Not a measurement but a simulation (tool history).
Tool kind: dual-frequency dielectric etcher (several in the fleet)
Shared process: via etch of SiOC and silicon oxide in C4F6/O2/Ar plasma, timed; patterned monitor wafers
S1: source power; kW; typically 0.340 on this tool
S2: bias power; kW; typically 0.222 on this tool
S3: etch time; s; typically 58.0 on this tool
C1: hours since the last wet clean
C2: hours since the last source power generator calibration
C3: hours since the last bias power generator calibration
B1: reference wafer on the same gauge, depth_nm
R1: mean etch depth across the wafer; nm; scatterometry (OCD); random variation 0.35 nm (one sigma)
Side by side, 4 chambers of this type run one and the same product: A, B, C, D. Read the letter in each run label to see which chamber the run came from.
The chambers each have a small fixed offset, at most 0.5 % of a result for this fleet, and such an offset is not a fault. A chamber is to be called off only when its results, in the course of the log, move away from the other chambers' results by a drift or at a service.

run	hour	S1	S2	S3	C1	C2	C3	B1	R1
1C	6.3	0.340	0.222	58.0	566.0	3813.3	966.5	58.628	65.900
2B	10.5	0.340	0.222	58.0	358.1	1135.1	787.5	58.731	66.326
3D	15.4	0.340	0.222	58.0	405.2	938.3	1369.4	58.735	66.269
# hour 16.1: chamber C: wet clean of the chamber
4A	21.8	0.340	0.222	58.0	379.9	1894.3	462.4	58.664	66.148
5A	25.5	0.410	0.222	49.0	383.6	1898.0	466.1	58.692	60.581
6C	30.8	0.410	0.222	49.0	14.8	3837.8	991.0	58.625	60.271
7D	36.8	0.410	0.222	49.0	426.6	959.7	1390.8	58.732	59.730
8B	41.3	0.410	0.222	49.0	388.9	1165.9	818.3	58.666	60.284
9A	45.7	0.340	0.222	58.0	403.8	1918.2	486.3	58.667	66.362
10D	48.5	0.270	0.256	58.0	438.3	971.4	1402.5	58.706	62.944
11C	54.1	0.270	0.256	58.0	38.1	3861.1	1014.3	58.655	63.995
12B	58.1	0.270	0.256	58.0	405.7	1182.7	835.1	58.753	64.414
13B	62.2	0.270	0.256	58.0	409.8	1186.8	839.2	58.683	64.030
14D	68.3	0.340	0.222	46.0	458.1	991.2	1422.3	58.725	51.922
15C	71.6	0.340	0.222	46.0	55.6	3878.6	1031.8	58.697	52.164
16A	76.3	0.340	0.222	46.0	434.4	1948.8	516.9	58.653	52.672
17D	79.2	0.340	0.222	46.0	469.0	1002.1	1433.2	58.679	52.577
18A	85.2	0.340	0.222	58.0	443.3	1957.7	525.8	58.747	65.975
19C	90.4	0.340	0.222	46.5	74.4	3897.4	1050.6	58.690	52.350
20B	93.4	0.340	0.222	46.5	441.0	1218.0	870.4	58.702	53.519
21D	96.8	0.340	0.222	46.5	486.6	1019.7	1450.8	58.738	53.400
22C	102.8	0.340	0.222	46.5	86.8	3909.8	1063.0	58.746	52.815
23B	105.9	0.340	0.222	58.0	453.5	1230.5	882.9	58.753	66.203
24A	110.7	0.340	0.222	58.0	468.8	1983.2	551.3	58.765	66.380
25B	115.6	0.340	0.190	58.0	463.2	1240.2	892.6	58.713	62.591
26D	121.3	0.340	0.190	58.0	511.1	1044.2	1475.3	58.698	62.535
27C	125.1	0.340	0.190	58.0	109.1	3932.1	1085.3	58.727	62.268
28A	131.4	0.340	0.190	58.0	489.5	2003.9	572.0	58.604	62.999
29A	134.5	0.340	0.222	58.0	492.6	2007.0	575.1	58.692	66.349
30B	138.7	0.340	0.222	58.0	486.3	1263.3	915.7	58.723	66.091
31C	144.2	0.340	0.222	58.0	128.2	3951.2	1104.4	58.745	65.636
32D	150.4	0.340	0.222	58.0	540.2	1073.3	1504.4	58.749	65.594
33A	154.6	0.340	0.222	58.0	512.7	2027.1	595.2	58.682	65.603
34B	160.7	0.340	0.222	58.0	508.3	1285.3	937.7	58.689	66.077
35D	166.6	0.340	0.222	58.0	556.4	1089.5	1520.6	58.667	65.731
36C	169.8	0.310	0.222	51.5	153.8	3976.8	1130.0	58.728	55.925
37C	174.5	0.310	0.222	51.5	158.5	3981.5	1134.7	58.653	56.232
38B	179.2	0.310	0.222	51.5	526.8	1303.8	956.2	58.723	56.828
39D	182.1	0.310	0.222	51.5	571.9	1105.0	1536.1	58.646	56.623

Predict what each chamber gives when all 4 of them run the settings below next.
40A	186.7	0.340	0.222	58.0					?
40B	186.7	0.340	0.222	58.0					?
40C	186.7	0.340	0.222	58.0					?
40D	186.7	0.340	0.222	58.0					?

run	R1
40A	66.970
40B	66.379
40C	65.647
40D	65.883

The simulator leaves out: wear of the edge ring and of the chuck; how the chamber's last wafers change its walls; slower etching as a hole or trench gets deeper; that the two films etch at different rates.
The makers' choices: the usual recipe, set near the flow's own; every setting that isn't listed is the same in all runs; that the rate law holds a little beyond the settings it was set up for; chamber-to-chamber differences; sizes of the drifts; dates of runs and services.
